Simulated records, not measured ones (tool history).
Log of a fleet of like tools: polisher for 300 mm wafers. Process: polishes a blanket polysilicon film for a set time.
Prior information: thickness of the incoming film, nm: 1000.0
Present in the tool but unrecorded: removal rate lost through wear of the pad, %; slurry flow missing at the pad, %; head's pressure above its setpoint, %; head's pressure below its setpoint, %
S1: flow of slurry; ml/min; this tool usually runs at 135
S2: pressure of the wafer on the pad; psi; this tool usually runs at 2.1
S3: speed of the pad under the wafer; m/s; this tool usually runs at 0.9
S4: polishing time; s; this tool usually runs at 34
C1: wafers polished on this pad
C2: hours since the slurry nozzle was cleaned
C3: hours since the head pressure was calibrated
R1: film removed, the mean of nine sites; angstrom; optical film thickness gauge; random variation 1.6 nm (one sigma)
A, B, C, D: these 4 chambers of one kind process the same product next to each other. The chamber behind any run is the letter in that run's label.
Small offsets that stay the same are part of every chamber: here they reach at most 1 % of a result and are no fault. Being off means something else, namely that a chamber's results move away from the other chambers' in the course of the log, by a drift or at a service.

| run | day | S1 | S2 | S3 | S4 | C1 | C2 | C3 | R1 |
|---|---|---|---|---|---|---|---|---|---|
|  | 0.312 | chamber A: worn pad replaced by a new one |
| 1D | 0.483 | 135 | 2.1 | 0.9 | 34 | 411 | 291.1 | 68.4 | 1977.9 |
|  | 0.867 | chamber B: worn pad replaced by a new one |
| 2B | 0.875 | 135 | 2.1 | 0.9 | 34 | 2 | 620.2 | 419.4 | 1962.3 |
| 3A | 1.462 | 135 | 2.1 | 0.9 | 34 | 316 | 103.4 | 720.8 | 1968.6 |
| 4C | 1.892 | 135 | 2.1 | 0.9 | 34 | 698 | 350.4 | 1060.7 | 1967.5 |
| 5C | 2.258 | 135 | 2.1 | 0.9 | 34 | 799 | 359.2 | 1069.5 | 1933.5 |
|  | 2.554 | chamber D: slurry nozzle cleaned |
|  | 2.558 | chamber C: worn pad replaced by a new one |
|  | 2.729 | chamber D: worn pad replaced by a new one |
| 6A | 2.75 | 135 | 2.1 | 0.9 | 34 | 670 | 134.3 | 751.7 | 1995.9 |
|  | 3.062 | chamber A: worn pad replaced by a new one |
| 7D | 3.083 | 135 | 2.1 | 0.9 | 34 | 98 | 12.7 | 130.8 | 1995.6 |
| 8B | 3.442 | 135 | 2.1 | 0.9 | 34 | 708 | 681.8 | 481 | 1936 |
|  | 3.925 | chamber B: slurry nozzle cleaned |
| 9C | 3.954 | 135 | 2.1 | 0.9 | 34 | 384 | 399.9 | 1110.2 | 1972.9 |
| 10D | 4.517 | 135 | 2.4 | 0.9 | 34 | 491 | 47.1 | 165.2 | 2290.3 |
| 11B | 5.033 | 135 | 2.4 | 0.9 | 34 | 1145 | 26.7 | 519.2 | 2273.4 |
| 12A | 5.325 | 135 | 2.4 | 0.9 | 34 | 621 | 196.1 | 813.5 | 2268.5 |
|  | 5.375 | chamber C: worn pad replaced by a new one |
|  | 5.462 | chamber A: worn pad replaced by a new one |
|  | 5.55 | chamber B: worn pad replaced by a new one |
| 13B | 5.788 | 135 | 2.4 | 0.9 | 34 | 65 | 44.8 | 537.3 | 2277 |
| 14A | 6.417 | 135 | 2.1 | 0.9 | 34 | 263 | 222.3 | 839.7 | 1986.7 |
| 15D | 6.788 | 135 | 2.1 | 0.9 | 34 | 1115 | 101.6 | 219.7 | 1996.7 |
|  | 7.054 | chamber D: worn pad replaced by a new one |
| 16C | 7.188 | 135 | 2.1 | 0.9 | 34 | 497 | 477.5 | 1187.8 | 1979.2 |
| 17B | 7.596 | 135 | 2.1 | 0.9 | 34 | 562 | 88.2 | 580.7 | 1903.3 |
| 18D | 7.9 | 135 | 2.1 | 0.9 | 34 | 232 | 128.3 | 246.4 | 1987.8 |
|  | 8.342 | chamber A: worn pad replaced by a new one |
| 19A | 8.354 | 160 | 2.1 | 0.9 | 34 | 3 | 268.8 | 886.2 | 2058.4 |
| 20C | 8.679 | 160 | 2.1 | 0.9 | 34 | 907 | 513.3 | 1223.6 | 2017.3 |
|  | 8.688 | chamber C: worn pad replaced by a new one |
| 21D | 9.092 | 160 | 2.1 | 0.9 | 34 | 560 | 156.9 | 275 | 2040.4 |
| 22C | 9.708 | 160 | 2.1 | 0.9 | 34 | 280 | 538 | 1248.3 | 1985.5 |
|  | 10.017 | chamber B: worn pad replaced by a new one |
| 23B | 10.05 | 135 | 2.1 | 0.9 | 34 | 9 | 147.1 | 639.6 | 1869.7 |
| 24A | 10.608 | 135 | 2.5 | 0.68 | 34 | 623 | 322.9 | 940.3 | 1778.1 |
|  | 10.975 | chamber D: worn pad replaced by a new one |
|  | 11 | chamber A: worn pad replaced by a new one |
| 25D | 11.188 | 135 | 2.5 | 0.68 | 34 | 59 | 207.2 | 325.3 | 1782.5 |
| 26A | 11.833 | 135 | 2.5 | 0.68 | 34 | 229 | 352.3 | 969.7 | 1789.7 |
|  | 12.162 | chamber C: worn pad replaced by a new one |
| 27B | 12.362 | 135 | 2.5 | 0.68 | 34 | 644 | 202.6 | 695.1 | 1618.5 |
| 28C | 12.925 | 135 | 2.1 | 0.9 | 34 | 210 | 615.2 | 1325.5 | 1981.2 |
|  | 13.062 | chamber C: slurry nozzle cleaned |
| 29D | 13.279 | 135 | 2.1 | 0.9 | 34 | 634 | 257.4 | 375.5 | 2022.4 |
| 30C | 13.575 | 135 | 2.5 | 0.9 | 25 | 389 | 12.3 | 1341.1 | 1722.8 |

The same settings go to every chamber for the next run, one line per chamber below. Forecast the results for each:
| 31A | 14.05 | 110 | 2.1 | 0.9 | 34 |  |  |  | ? |
| 31B | 14.05 | 110 | 2.1 | 0.9 | 34 |  |  |  | ? |
| 31C | 14.05 | 110 | 2.1 | 0.9 | 34 |  |  |  | ? |
| 31D | 14.05 | 110 | 2.1 | 0.9 | 34 |  |  |  | ? |

| run | R1 |
|---|---|
| 31A | 1894.7 |
| 31B | 1708.6 |
| 31C | 1899.1 |
| 31D | 1908.7 |
